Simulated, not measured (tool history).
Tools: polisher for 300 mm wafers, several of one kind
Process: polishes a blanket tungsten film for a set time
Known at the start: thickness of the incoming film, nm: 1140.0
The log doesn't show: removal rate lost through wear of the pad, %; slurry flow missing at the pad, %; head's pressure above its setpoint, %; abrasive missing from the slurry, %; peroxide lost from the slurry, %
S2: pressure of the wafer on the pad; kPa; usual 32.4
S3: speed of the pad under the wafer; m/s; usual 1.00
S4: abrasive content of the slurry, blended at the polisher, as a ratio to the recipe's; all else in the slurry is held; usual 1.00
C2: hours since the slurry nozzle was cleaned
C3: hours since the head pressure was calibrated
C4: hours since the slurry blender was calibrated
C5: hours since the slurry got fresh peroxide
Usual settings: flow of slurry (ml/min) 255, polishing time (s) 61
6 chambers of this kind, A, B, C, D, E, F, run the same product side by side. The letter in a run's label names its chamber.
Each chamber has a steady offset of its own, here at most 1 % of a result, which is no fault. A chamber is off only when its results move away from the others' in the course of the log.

Run 1B, hour 11.5: usual settings; wafers polished on this pad 889; C2 205.7; C3 318.3; C4 145.9; C5 93.4. Result: film removed (Å) 4274.5.
Run 2F, hour 22.2: usual settings; wafers polished on this pad 542; C2 208.7; C3 227.5; C4 124.1; C5 94.9. Result: film removed (Å) 4309.7.
At hour 26.0: chamber D: worn pad replaced by a new one.
At hour 29.9: chamber B: worn pad replaced by a new one.
At hour 30.5: chamber E: slurry tank refilled with fresh slurry and peroxide.
At hour 31.2: chamber B: slurry blender recalibrated.
At hour 33.8: chamber F: slurry tank refilled with fresh slurry and peroxide.
Run 3A, hour 36.8: usual settings; wafers polished on this pad 1566; C2 111.7; C3 394.2; C4 46.7; C5 79.0. Result: film removed (Å) 4325.1.
At hour 42.9: chamber B: slurry tank refilled with fresh slurry and peroxide.
At hour 46.4: chamber A: worn pad replaced by a new one.
At hour 48.8: chamber E: worn pad replaced by a new one.
Run 4E, hour 51.3: usual settings; wafers polished on this pad 27; C2 239.5; C3 393.8; C4 126.2; C5 20.8. Result: film removed (Å) 4337.1.
Run 5D, hour 61.1: usual settings but S4 0.85, polishing time (s) 42; wafers polished on this pad 379; C2 275.7; C3 383.0; C4 143.6; C5 126.9. Result: film removed (Å) 2887.7.
At hour 65.6: chamber F: worn pad replaced by a new one.
At hour 70.1: chamber C: slurry tank refilled with fresh slurry and peroxide.
At hour 70.7: chamber D: slurry tank refilled with fresh slurry and peroxide.
At hour 71.4: chamber E: slurry blender recalibrated.
Run 6C, hour 73.9: usual settings but S4 0.85, polishing time (s) 42; wafers polished on this pad 1025; C2 235.6; C3 279.8; C4 353.5; C5 3.8. Result: film removed (Å) 2870.3.
At hour 81.4: chamber C: worn pad replaced by a new one.
Run 7F, hour 85.5: usual settings but S4 0.85, polishing time (s) 42; wafers polished on this pad 215; C2 272.0; C3 290.8; C4 187.4; C5 51.7. Result: film removed (Å) 2854.5.
At hour 91.3: chamber D: slurry blender recalibrated.
Run 8D, hour 98.7: usual settings but S4 0.85, polishing time (s) 42; wafers polished on this pad 786; C2 313.3; C3 420.6; C4 7.4; C5 28.1. Result: film removed (Å) 2826.6.
At hour 108.4: chamber B: worn pad replaced by a new one.
At hour 110.3: chamber D: worn pad replaced by a new one.
Run 9E, hour 112.0: usual settings but S4 0.85, polishing time (s) 42; wafers polished on this pad 683; C2 300.2; C3 454.5; C4 40.7; C5 81.5. Result: film removed (Å) 2896.6.
At hour 118.4: chamber F: slurry tank refilled with fresh slurry and peroxide.
Run 10A, hour 120.0: usual settings but S4 0.85, polishing time (s) 42; wafers polished on this pad 796; C2 194.9; C3 477.4; C4 129.9; C5 162.2. Result: film removed (Å) 2817.5.
At hour 121.4: chamber C: slurry nozzle cleaned.
At hour 123.7: chamber A: slurry tank refilled with fresh slurry and peroxide.
Run 11C, hour 132.8: usual settings; wafers polished on this pad 556; C2 11.4; C3 338.7; C4 412.4; C5 62.7. Result: film removed (Å) 4386.9.
Run 12B, hour 141.1: usual settings; wafers polished on this pad 354; C2 335.3; C3 447.9; C4 110.0; C5 98.3. Result: film removed (Å) 4331.7.
Run 13E, hour 148.9: usual settings but S3 1.34 m/s, polishing time (s) 50; wafers polished on this pad 1083; C2 337.1; C3 491.4; C4 77.6; C5 118.4. Result: film removed (Å) 4702.6.
At hour 149.6: chamber E: worn pad replaced by a new one.
At hour 149.8: chamber E: slurry tank refilled with fresh slurry and peroxide.
At hour 152.7: chamber C: slurry tank refilled with fresh slurry and peroxide.
Run 14C, hour 159.2: usual settings but S3 1.34 m/s, polishing time (s) 50; wafers polished on this pad 841; C2 37.8; C3 365.1; C4 438.8; C5 6.6. Result: film removed (Å) 4795.8.
Run 15F, hour 172.9: usual settings but S3 1.34 m/s, polishing time (s) 50; wafers polished on this pad 1161; C2 359.4; C3 378.2; C4 274.8; C5 54.5. Result: film removed (Å) 4674.0.
At hour 175.5: chamber C: head pressure recalibrated.
At hour 179.5: chamber F: worn pad replaced by a new one.
At hour 179.8: chamber C: worn pad replaced by a new one.
Run 16B, hour 181.5: usual settings but S3 1.34 m/s, polishing time (s) 50; wafers polished on this pad 791; C2 375.7; C3 488.3; C4 150.4; C5 138.7. Result: film removed (Å) 4740.0.
At hour 182.9: chamber D: slurry tank refilled with fresh slurry and peroxide.
At hour 189.8: chamber B: slurry tank refilled with fresh slurry and peroxide.
At hour 190.3: chamber E: slurry blender recalibrated.
Run 17D, hour 193.8: usual settings but S3 1.34 m/s, polishing time (s) 50; wafers polished on this pad 903; C2 408.4; C3 515.7; C4 102.5; C5 11.0. Result: film removed (Å) 4752.7.
At hour 196.5: chamber A: worn pad replaced by a new one.
At hour 203.0: chamber D: worn pad replaced by a new one.
At hour 203.3: chamber C: slurry blender recalibrated.
At hour 204.6: chamber B: worn pad replaced by a new one.
Run 18A, hour 205.8: usual settings but S3 1.34 m/s, polishing time (s) 50; wafers polished on this pad 101; C2 280.7; C3 563.2; C4 215.7; C5 82.2. Result: film removed (Å) 4711.1.
At hour 207.9: chamber B: slurry blender recalibrated.
At hour 208.5: chamber F: slurry tank refilled with fresh slurry and peroxide.
Run 19C, hour 221.0: usual settings; wafers polished on this pad 446; C2 99.6; C3 45.6; C4 17.8; C5 68.4. Result: film removed (Å) 4276.3.
At hour 233.0: chamber C: slurry tank refilled with fresh slurry and peroxide.
Run 20E, hour 235.0: usual settings; wafers polished on this pad 924; C2 423.2; C3 577.5; C4 44.7; C5 85.3. Result: film removed (Å) 4415.5.
At hour 238.7: chamber A: slurry blender recalibrated.
Run 21F, hour 246.2: usual settings; wafers polished on this pad 722; C2 432.7; C3 451.5; C4 348.1; C5 37.8. Result: film removed (Å) 4310.2.
At hour 250.3: chamber D: slurry blender recalibrated.
At hour 254.2: chamber E: worn pad replaced by a new one.
Run 22A, hour 256.1: usual settings but S2 22.8 kPa; wafers polished on this pad 645; C2 331.0; C3 613.5; C4 17.4; C5 132.5. Result: film removed (Å) 2977.2.
Run 23B, hour 265.1: usual settings but S2 22.8 kPa; wafers polished on this pad 654; C2 459.3; C3 571.9; C4 57.2; C5 75.4. Result: film removed (Å) 2996.8.
At hour 268.9: chamber F: slurry blender recalibrated.
Run 24D, hour 277.2: usual settings but S2 22.8 kPa; wafers polished on this pad 803; C2 491.8; C3 599.1; C4 26.9; C5 94.4. Result: film removed (Å) 3058.8.
At hour 278.2: chamber C: worn pad replaced by a new one.
At hour 279.5: chamber F: worn pad replaced by a new one.
At hour 286.7: chamber A: slurry tank refilled with fresh slurry and peroxide.
Run 25C, hour 286.7: usual settings but S2 22.8 kPa; wafers polished on this pad 92; C2 165.3; C3 111.3; C4 83.5; C5 53.7. Result: film removed (Å) 3046.4.
At hour 290.1: chamber D: head pressure recalibrated.
At hour 291.0: chamber D: worn pad replaced by a new one.
At hour 292.1: chamber D: slurry tank refilled with fresh slurry and peroxide.
At hour 292.9: chamber E: slurry tank refilled with fresh slurry and peroxide.
Run 26F, hour 295.6: usual settings but S2 22.8 kPa; wafers polished on this pad 175; C2 482.1; C3 500.9; C4 26.7; C5 87.2. Result: film removed (Å) 3029.8.
At hour 297.6: chamber B: worn pad replaced by a new one.
Run 27D, hour 310.5: usual settings but S2 22.8 kPa; wafers polished on this pad 211; C2 525.1; C3 20.5; C4 60.2; C5 18.5. Result: film removed (Å) 3023.8.
At hour 310.8: chamber F: slurry tank refilled with fresh slurry and peroxide.
Run 28A, hour 320.6: usual settings; wafers polished on this pad 1343; C2 395.5; C3 678.0; C4 81.9; C5 33.9. Result: film removed (Å) 4330.1.
At hour 323.0: chamber C: slurry tank refilled with fresh slurry and peroxide.
Run 29E, hour 328.5: usual settings; wafers polished on this pad 804; C2 516.7; C3 671.0; C4 138.2; C5 35.7. Result: film removed (Å) 4513.2.
At hour 330.9: chamber B: slurry tank refilled with fresh slurry and peroxide.
At hour 335.4: chamber A: worn pad replaced by a new one.
Run 30B, hour 336.7: usual settings but S4 1.25; wafers polished on this pad 423; C2 530.9; C3 643.5; C4 128.8; C5 5.8. Result: film removed (Å) 4518.4.
At hour 336.9: chamber E: slurry blender recalibrated.
At hour 341.2: chamber B: slurry blender recalibrated.
Run 31B, hour 350.6: usual settings but S4 1.25; wafers polished on this pad 573; C2 544.8; C3 657.4; C4 9.5; C5 19.7. Result: film removed (Å) 4567.8.
At hour 352.2: chamber E: worn pad replaced by a new one.
Run 32C, hour 365.7: usual settings but S4 1.25; wafers polished on this pad 947; C2 244.3; C3 190.3; C4 162.5; C5 42.7. Result: film removed (Å) 4549.2.
At hour 375.3: chamber D: worn pad replaced by a new one.
Run 33E, hour 377.2: usual settings but S4 1.25; wafers polished on this pad 270; C2 565.4; C3 719.7; C4 40.3; C5 84.4. Result: film removed (Å) 4886.1.
At hour 380.0: chamber C: worn pad replaced by a new one.
At hour 380.1: chamber F: worn pad replaced by a new one.
Run 34F, hour 384.6: usual settings but S4 1.25; wafers polished on this pad 48; C2 571.1; C3 589.9; C4 115.7; C5 73.8. Result: film removed (Å) 4558.3.
Run 35A, hour 392.7: usual settings but S4 1.25; wafers polished on this pad 619; C2 467.6; C3 750.1; C4 154.0; C5 106.0. Result: film removed (Å) 4595.7.
At hour 395.0: chamber B: worn pad replaced by a new one.
Run 36D, hour 407.2: usual settings but polishing time (s) 81; wafers polished on this pad 345; C2 621.8; C3 117.2; C4 156.9; C5 115.2. Result: film removed (Å) 5710.5.
At hour 407.6: chamber C: slurry tank refilled with fresh slurry and peroxide.
At hour 413.0: chamber D: slurry tank refilled with fresh slurry and peroxide.
Run 37D, hour 418.3: usual settings but polishing time (s) 81; wafers polished on this pad 465; C2 632.9; C3 128.3; C4 168.0; C5 5.4. Result: film removed (Å) 5671.4.
At hour 423.6: chamber C: slurry nozzle cleaned.
Run 38C, hour 429.9: usual settings but polishing time (s) 81; wafers polished on this pad 539; C2 6.4; C3 254.5; C4 226.7; C5 22.3. Result: film removed (Å) 5796.9.
Run 39B, hour 445.0: usual settings but polishing time (s) 81; wafers polished on this pad 541; C2 639.2; C3 751.8; C4 103.9; C5 114.1. Result: film removed (Å) 5819.2.

Is one chamber off against the others, does the gauge drift, or is nothing wrong? If a chamber is off, say which, and what the likeliest cause is.

Chamber E drifts away from the others.
Cause: head's pressure above its setpoint, % = 9.15.

Here are 4 candidates for chamber E's next run, each the usual settings with a change, their results left as question marks. Which one brings its results back in line with what the others give on the usual settings?
In line means no further than this from the other chambers' mean on the usual settings: film removed (Å) 110.0
Run 40E-1, hour 456.0: usual settings but S2 33.1 kPa, S3 1.04 m/s, polishing time (s) 63. Result: film removed (Å) ?.
Run 40E-2, hour 456.0: usual settings but S3 0.90 m/s. Result: film removed (Å) ?.
Run 40E-3, hour 456.0: usual settings but S2 33.8 kPa, S3 1.06 m/s, polishing time (s) 64. Result: film removed (Å) ?.
Run 40E-4, hour 456.0: usual settings but S3 0.86 m/s. Result: film removed (Å) ?.

The other chambers' mean on the usual settings: film removed (Å) 4311.6
  run  film removed (Å)
40E-1            5179.1
40E-2            4259.4
40E-3            5471.9
40E-4            4073.3
40E-2 brings the chamber back in line.
